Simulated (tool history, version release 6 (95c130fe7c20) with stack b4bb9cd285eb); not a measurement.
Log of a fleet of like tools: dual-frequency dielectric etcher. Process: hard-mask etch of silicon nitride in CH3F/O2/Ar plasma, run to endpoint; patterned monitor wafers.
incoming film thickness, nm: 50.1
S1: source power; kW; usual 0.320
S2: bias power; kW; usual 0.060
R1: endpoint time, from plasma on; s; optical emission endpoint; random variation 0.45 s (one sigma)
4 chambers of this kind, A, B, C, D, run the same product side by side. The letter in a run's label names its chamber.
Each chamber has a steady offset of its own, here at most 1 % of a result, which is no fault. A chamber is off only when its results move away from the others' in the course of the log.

{"run": "1B", "day": 0.167, "S1": 0.32, "S2": 0.06, "R1": 83.864}
{"run": "2C", "day": 0.442, "S1": 0.32, "S2": 0.06, "R1": 84.485}
{"run": "3A", "day": 0.675, "S1": 0.32, "S2": 0.06, "R1": 82.617}
{"run": "4D", "day": 0.817, "S1": 0.32, "S2": 0.06, "R1": 84.257}
{"run": "5B", "day": 1.021, "S1": 0.32, "S2": 0.06, "R1": 83.519}
{"run": "6D", "day": 1.167, "S1": 0.32, "S2": 0.06, "R1": 84.275}
{"run": "7C", "day": 1.371, "S1": 0.32, "S2": 0.06, "R1": 83.339}
{"run": "8A", "day": 1.646, "S1": 0.32, "S2": 0.06, "R1": 82.843}
{"run": "9C", "day": 1.829, "S1": 0.32, "S2": 0.06, "R1": 83.711}
{"run": "10B", "day": 1.979, "S1": 0.32, "S2": 0.06, "R1": 84.148}
{"run": "11A", "day": 2.204, "S1": 0.32, "S2": 0.06, "R1": 83.501}
{"run": "12D", "day": 2.408, "S1": 0.32, "S2": 0.06, "R1": 84.949}
{"run": "13D", "day": 2.621, "S1": 0.32, "S2": 0.06, "R1": 84.454}
{"run": "14A", "day": 2.788, "S1": 0.32, "S2": 0.06, "R1": 83.227}
{"run": "15B", "day": 2.938, "S1": 0.32, "S2": 0.06, "R1": 84.084}
{"run": "16C", "day": 3.171, "S1": 0.25, "S2": 0.06, "R1": 91.915}
{"run": "17A", "day": 3.325, "S1": 0.25, "S2": 0.06, "R1": 91.683}
{"run": "18B", "day": 3.629, "S1": 0.25, "S2": 0.06, "R1": 92.034}
{"run": "19C", "day": 3.804, "S1": 0.25, "S2": 0.06, "R1": 92.001}
{"run": "20D", "day": 4.075, "S1": 0.32, "S2": 0.06, "R1": 84.393}
{"run": "21D", "day": 4.317, "S1": 0.32, "S2": 0.06, "R1": 84.471}
{"run": "22B", "day": 4.596, "S1": 0.32, "S2": 0.06, "R1": 82.971}
{"day": 4.754, "done": "chamber D: wet clean of the chamber"}
{"run": "23C", "day": 4.825, "S1": 0.32, "S2": 0.06, "R1": 83.214}
{"run": "24A", "day": 5.104, "S1": 0.32, "S2": 0.06, "R1": 83.806}
{"run": "25C", "day": 5.296, "S1": 0.32, "S2": 0.06, "R1": 83.663}
{"run": "26B", "day": 5.475, "S1": 0.32, "S2": 0.06, "R1": 83.67}
{"run": "27D", "day": 5.767, "S1": 0.32, "S2": 0.06, "R1": 84.205}
{"run": "28A", "day": 6.025, "S1": 0.32, "S2": 0.06, "R1": 83.02}

All 4 chambers run these settings next. Forecast each chamber's results:
{"run": "29A", "day": 6.254, "S1": 0.32, "S2": 0.06, "R1": "?"}
{"run": "29B", "day": 6.254, "S1": 0.32, "S2": 0.06, "R1": "?"}
{"run": "29C", "day": 6.254, "S1": 0.32, "S2": 0.06, "R1": "?"}
{"run": "29D", "day": 6.254, "S1": 0.32, "S2": 0.06, "R1": "?"}

run=29A R1=83.839
run=29B R1=83.530
run=29C R1=83.462
run=29D R1=84.014
